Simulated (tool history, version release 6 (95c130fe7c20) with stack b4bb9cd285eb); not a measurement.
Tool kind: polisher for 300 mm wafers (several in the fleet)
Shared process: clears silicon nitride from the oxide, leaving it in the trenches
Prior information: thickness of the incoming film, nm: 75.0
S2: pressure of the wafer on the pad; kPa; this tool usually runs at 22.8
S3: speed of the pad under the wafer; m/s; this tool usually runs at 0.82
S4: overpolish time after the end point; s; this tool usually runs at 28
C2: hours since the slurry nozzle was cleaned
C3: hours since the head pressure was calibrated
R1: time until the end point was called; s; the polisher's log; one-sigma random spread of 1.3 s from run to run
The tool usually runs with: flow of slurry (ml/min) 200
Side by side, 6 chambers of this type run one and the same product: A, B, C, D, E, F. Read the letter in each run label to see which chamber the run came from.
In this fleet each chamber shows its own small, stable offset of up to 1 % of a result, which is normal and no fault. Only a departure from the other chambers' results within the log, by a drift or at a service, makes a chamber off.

-- day=0.254 chamber A: worn pad replaced by a new one
run 1C day=0.438 | flow_of_slurry_(ml/min)=200 S2=22.8 S3=0.82 S4=28 | wafers_polished_on_this_pad=909 C2=151.7 C3=113.2 | R1=86.11
-- day=0.533 chamber C: worn pad replaced by a new one
run 2B day=0.946 | flow_of_slurry_(ml/min)=200 S2=22.8 S3=0.82 S4=28 | wafers_polished_on_this_pad=333 C2=539.2 C3=458.6 | R1=85.494
run 3A day=1.442 | flow_of_slurry_(ml/min)=200 S2=22.8 S3=0.82 S4=28 | wafers_polished_on_this_pad=265 C2=210 C3=187.2 | R1=85.801
-- day=1.638 chamber F: worn pad replaced by a new one
run 4E day=2.012 | flow_of_slurry_(ml/min)=200 S2=22.8 S3=0.82 S4=28 | wafers_polished_on_this_pad=554 C2=338.6 C3=496 | R1=88.72
run 5F day=2.562 | flow_of_slurry_(ml/min)=200 S2=22.8 S3=0.82 S4=28 | wafers_polished_on_this_pad=207 C2=348.2 C3=863.6 | R1=88.425
run 6D day=3.112 | flow_of_slurry_(ml/min)=200 S2=22.8 S3=0.82 S4=28 | wafers_polished_on_this_pad=967 C2=605.4 C3=857.8 | R1=87.669
-- day=3.188 chamber E: head pressure recalibrated
-- day=3.258 chamber E: worn pad replaced by a new one
run 7C day=3.558 | flow_of_slurry_(ml/min)=200 S2=22.8 S3=0.82 S4=28 | wafers_polished_on_this_pad=676 C2=226.6 C3=188.1 | R1=89.291
-- day=3.971 chamber C: worn pad replaced by a new one
run 8B day=4.025 | flow_of_slurry_(ml/min)=200 S2=22.8 S3=0.82 S4=28 | wafers_polished_on_this_pad=1021 C2=613.1 C3=532.5 | R1=88.61
-- day=4.196 chamber B: worn pad replaced by a new one
run 9F day=4.508 | flow_of_slurry_(ml/min)=200 S2=22.8 S3=0.82 S4=28 | wafers_polished_on_this_pad=642 C2=394.9 C3=910.3 | R1=86.954
-- day=4.817 chamber A: worn pad replaced by a new one
run 10E day=4.85 | flow_of_slurry_(ml/min)=200 S2=22.8 S3=1.04 S4=28 | wafers_polished_on_this_pad=356 C2=406.7 C3=39.9 | R1=70.32
run 11A day=5.242 | flow_of_slurry_(ml/min)=200 S2=22.8 S3=1.04 S4=28 | wafers_polished_on_this_pad=95 C2=301.2 C3=278.4 | R1=68.191
run 12D day=5.725 | flow_of_slurry_(ml/min)=200 S2=22.8 S3=1.04 S4=28 | wafers_polished_on_this_pad=1551 C2=668.1 C3=920.5 | R1=66.085
run 13C day=6.025 | flow_of_slurry_(ml/min)=200 S2=22.8 S3=1.04 S4=28 | wafers_polished_on_this_pad=459 C2=285.8 C3=247.3 | R1=70.463
-- day=6.367 chamber F: worn pad replaced by a new one
run 14A day=6.617 | flow_of_slurry_(ml/min)=200 S2=22.8 S3=1.04 S4=28 | wafers_polished_on_this_pad=402 C2=334.2 C3=311.4 | R1=67.769
run 15E day=7.229 | flow_of_slurry_(ml/min)=200 S2=22.8 S3=1.04 S4=28 | wafers_polished_on_this_pad=888 C2=463.8 C3=97 | R1=68.699
run 16F day=7.821 | flow_of_slurry_(ml/min)=200 S2=22.8 S3=0.82 S4=28 | wafers_polished_on_this_pad=325 C2=474.4 C3=989.8 | R1=87.428
-- day=7.95 chamber E: worn pad replaced by a new one
-- day=7.996 chamber C: worn pad replaced by a new one
run 17B day=8.304 | flow_of_slurry_(ml/min)=200 S2=22.8 S3=0.82 S4=28 | wafers_polished_on_this_pad=919 C2=715.8 C3=635.2 | R1=89.586
run 18D day=8.596 | flow_of_slurry_(ml/min)=200 S2=22.8 S3=0.82 S4=28 | wafers_polished_on_this_pad=2192 C2=737 C3=989.4 | R1=91.413
run 19B day=8.962 | flow_of_slurry_(ml/min)=170 S2=22.8 S3=0.82 S4=40 | wafers_polished_on_this_pad=1066 C2=731.6 C3=651 | R1=88.052
-- day=9.267 chamber B: worn pad replaced by a new one
run 20C day=9.342 | flow_of_slurry_(ml/min)=170 S2=22.8 S3=0.82 S4=40 | wafers_polished_on_this_pad=301 C2=365.4 C3=326.9 | R1=85.745
run 21A day=9.688 | flow_of_slurry_(ml/min)=170 S2=22.8 S3=0.82 S4=40 | wafers_polished_on_this_pad=1088 C2=407.9 C3=385.1 | R1=91.332
-- day=9.975 chamber D: slurry nozzle cleaned
-- day=10.071 chamber A: worn pad replaced by a new one
run 22D day=10.221 | flow_of_slurry_(ml/min)=170 S2=22.8 S3=0.82 S4=40 | wafers_polished_on_this_pad=2556 C2=5.9 C3=1028.4 | R1=93.98
-- day=10.292 chamber F: worn pad replaced by a new one
run 23F day=10.583 | flow_of_slurry_(ml/min)=170 S2=22.8 S3=0.82 S4=40 | wafers_polished_on_this_pad=65 C2=540.7 C3=1056.1 | R1=91.594
run 24E day=10.862 | flow_of_slurry_(ml/min)=170 S2=22.8 S3=0.82 S4=40 | wafers_polished_on_this_pad=651 C2=551 C3=184.2 | R1=89.316
-- day=11.142 chamber C: worn pad replaced by a new one
-- day=11.308 chamber B: head pressure recalibrated
-- day=11.325 chamber B: slurry nozzle cleaned
run 25E day=11.417 | flow_of_slurry_(ml/min)=200 S2=22.8 S3=0.82 S4=28 | wafers_polished_on_this_pad=775 C2=564.3 C3=197.5 | R1=88.05
run 26F day=11.808 | flow_of_slurry_(ml/min)=200 S2=22.8 S3=0.82 S4=28 | wafers_polished_on_this_pad=339 C2=570.1 C3=1085.5 | R1=87.157
-- day=11.912 chamber E: worn pad replaced by a new one
-- day=12.029 chamber D: head pressure recalibrated
run 27D day=12.192 | flow_of_slurry_(ml/min)=200 S2=22.8 S3=0.82 S4=28 | wafers_polished_on_this_pad=2996 C2=53.2 C3=3.9 | R1=91.544
run 28C day=12.562 | flow_of_slurry_(ml/min)=160 S2=18.6 S3=0.82 S4=28 | wafers_polished_on_this_pad=317 C2=442.7 C3=404.2 | R1=110.17
-- day=12.888 chamber C: slurry nozzle cleaned
run 29A day=13.179 | flow_of_slurry_(ml/min)=160 S2=18.6 S3=0.82 S4=28 | wafers_polished_on_this_pad=695 C2=491.7 C3=468.9 | R1=112.11
run 30B day=13.721 | flow_of_slurry_(ml/min)=160 S2=18.6 S3=0.82 S4=28 | wafers_polished_on_this_pad=995 C2=57.5 C3=57.9 | R1=109.83
run 31A day=14.208 | flow_of_slurry_(ml/min)=160 S2=18.6 S3=0.82 S4=28 | wafers_polished_on_this_pad=925 C2=516.4 C3=493.6 | R1=109.71
-- day=14.221 chamber F: slurry nozzle cleaned
-- day=14.346 chamber B: worn pad replaced by a new one
run 32B day=14.508 | flow_of_slurry_(ml/min)=160 S2=18.6 S3=0.82 S4=28 | wafers_polished_on_this_pad=36 C2=76.4 C3=76.8 | R1=111.41
-- day=14.529 chamber F: worn pad replaced by a new one
-- day=15.083 chamber A: worn pad replaced by a new one
run 33E day=15.092 | flow_of_slurry_(ml/min)=160 S2=18.6 S3=0.82 S4=28 | wafers_polished_on_this_pad=711 C2=652.5 C3=285.7 | R1=111.66
-- day=15.246 chamber C: worn pad replaced by a new one
-- day=15.375 chamber A: slurry nozzle cleaned
run 34C day=15.633 | flow_of_slurry_(ml/min)=200 S2=22.8 S3=0.82 S4=28 | wafers_polished_on_this_pad=87 C2=65.9 C3=477.9 | R1=86.311
-- day=15.696 chamber F: head pressure recalibrated
-- day=15.717 chamber E: worn pad replaced by a new one
run 35D day=16.188 | flow_of_slurry_(ml/min)=200 S2=22.8 S3=0.82 S4=28 | wafers_polished_on_this_pad=3889 C2=149.1 C3=99.8 | R1=90.909
-- day=16.2 chamber E: slurry nozzle cleaned
run 36F day=16.688 | flow_of_slurry_(ml/min)=200 S2=22.8 S3=0.82 S4=28 | wafers_polished_on_this_pad=483 C2=59.2 C3=23.9 | R1=86.506
run 37A day=17.117 | flow_of_slurry_(ml/min)=200 S2=22.8 S3=0.82 S4=28 | wafers_polished_on_this_pad=455 C2=41.8 C3=563.4 | R1=85.696
run 38B day=17.7 | flow_of_slurry_(ml/min)=200 S2=22.8 S3=0.82 S4=28 | wafers_polished_on_this_pad=750 C2=153 C3=153.4 | R1=88.859
run 39C day=17.992 | flow_of_slurry_(ml/min)=250 S2=22.8 S3=0.82 S4=28 | wafers_polished_on_this_pad=614 C2=122.5 C3=534.5 | R1=85.954
run 40E day=18.283 | flow_of_slurry_(ml/min)=250 S2=22.8 S3=0.82 S4=28 | wafers_polished_on_this_pad=573 C2=50.1 C3=362.3 | R1=86.184

Which is it: a chamber that has drifted or been left off by a service, a gauge drift common to all chambers, or only each chamber's usual small offset? If a chamber is off, name it and its likeliest cause.

Chamber D drifts away from the others.
Cause: removal rate lost through wear of the pad, % = 8.01.

Here are 4 candidates for chamber D's next run, each the usual settings with a change, their results left as question marks. Which one brings its results back in line with what the others give on the usual settings?
A result is in line if it is within this distance of the other chambers' mean on the usual settings: R1 4.6 s
run 41D-1 day=18.725 | flow_of_slurry_(ml/min)=200 S2=24.8 S3=0.88 S4=28 | R1=?
run 41D-2 day=18.725 | flow_of_slurry_(ml/min)=200 S2=22.8 S3=0.88 S4=28 | R1=?
run 41D-3 day=18.725 | flow_of_slurry_(ml/min)=200 S2=22.8 S3=0.7 S4=28 | R1=?
run 41D-4 day=18.725 | flow_of_slurry_(ml/min)=120 S2=22.8 S3=0.82 S4=28 | R1=?

Usual-settings mean across the other chambers: R1 87.529 s
run=41D-1 R1=80.148
run=41D-2 R1=87.493
run=41D-3 R1=110.25
run=41D-4 R1=102.64
41D-2 brings the chamber back in line.

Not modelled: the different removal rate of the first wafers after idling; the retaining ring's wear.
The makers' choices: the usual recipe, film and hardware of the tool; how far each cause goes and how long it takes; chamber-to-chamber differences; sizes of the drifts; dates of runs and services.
